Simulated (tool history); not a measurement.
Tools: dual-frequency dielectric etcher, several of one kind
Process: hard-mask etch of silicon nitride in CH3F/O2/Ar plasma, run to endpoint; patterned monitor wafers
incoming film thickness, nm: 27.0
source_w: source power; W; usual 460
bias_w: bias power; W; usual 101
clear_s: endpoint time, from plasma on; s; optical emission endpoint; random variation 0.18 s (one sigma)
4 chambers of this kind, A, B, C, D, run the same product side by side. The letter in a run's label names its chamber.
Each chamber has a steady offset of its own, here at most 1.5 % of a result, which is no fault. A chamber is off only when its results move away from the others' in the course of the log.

run	hour	source_w	bias_w	hours since the last wet clean	hours since the last source power generator calibration	hours since the last bias power generator calibration	clear_s
1C	11.4	460	101	493.1	1592.2	1162.5	33.122
2D	18.2	460	101	119.1	1774	1849	32.742
3A	24.9	460	101	213.5	2447.8	256.2	32.955
4B	30.3	460	101	209.4	2824.4	719.6	33.23
5C	42	460	101	523.7	1622.8	1193.1	32.916
6B	50.7	460	101	229.8	2844.8	740	32.955
7D	62.6	460	101	163.5	1818.4	1893.4	32.95
8A	70.7	460	101	259.3	2493.6	302	32.539
9D	78.4	460	101	179.3	1834.2	1909.2	32.937
10C	87.1	460	101	568.8	1667.9	1238.2	33.07
11B	94.7	460	101	273.8	2888.8	784	32.791
12A	101.8	400	124	290.4	2524.7	333.1	31.915
13B	110.7	400	124	289.8	2904.8	800	32.168
14A	120.1	400	124	308.7	2543	351.4	32.004
15C	132.4	400	124	614.1	1713.2	1283.5	32.053
16D	138.6	460	101	239.5	1894.4	1969.4	32.951
# hour 143.3: chamber C: wet clean of the chamber
17D	145.1	460	101	246	1900.9	1975.9	33.052
18B	153.6	460	101	332.7	2947.7	842.9	33.439
19A	162.1	460	101	350.7	2585	393.4	32.876
# hour 163.3: chamber B: wet clean of the chamber
20C	169.7	460	101	26.5	1750.5	1320.8	33.079
21A	177.3	460	117	365.9	2600.2	408.6	31.266
22B	187	460	117	23.8	2981.1	876.3	31.549
23D	197.9	460	117	298.8	1953.7	2028.7	31.086
24C	207.7	460	117	64.5	1788.5	1358.8	31.166
25B	216.5	460	101	53.3	3010.6	905.8	33.308
26A	222.5	460	101	411.1	2645.4	453.8	33.627
27D	234.3	460	101	335.2	1990.1	2065.1	33.115
28C	244.9	460	101	101.7	1825.7	1396	33.191
29D	255.5	460	101	356.4	2011.3	2086.3	32.592
30A	266.1	460	101	454.7	2689	497.4	34.197
31B	273.5	460	101	110.3	3067.6	962.8	33.259
32C	284.6	400	101	141.4	1865.4	1435.7	34.831

All 4 chambers run these settings next. Forecast each chamber's results:
33A	293.4	460	101				?
33B	293.4	460	101				?
33C	293.4	460	101				?
33D	293.4	460	101				?

run	clear_s
33A	34.451
33B	33.253
33C	33.317
33D	33.022
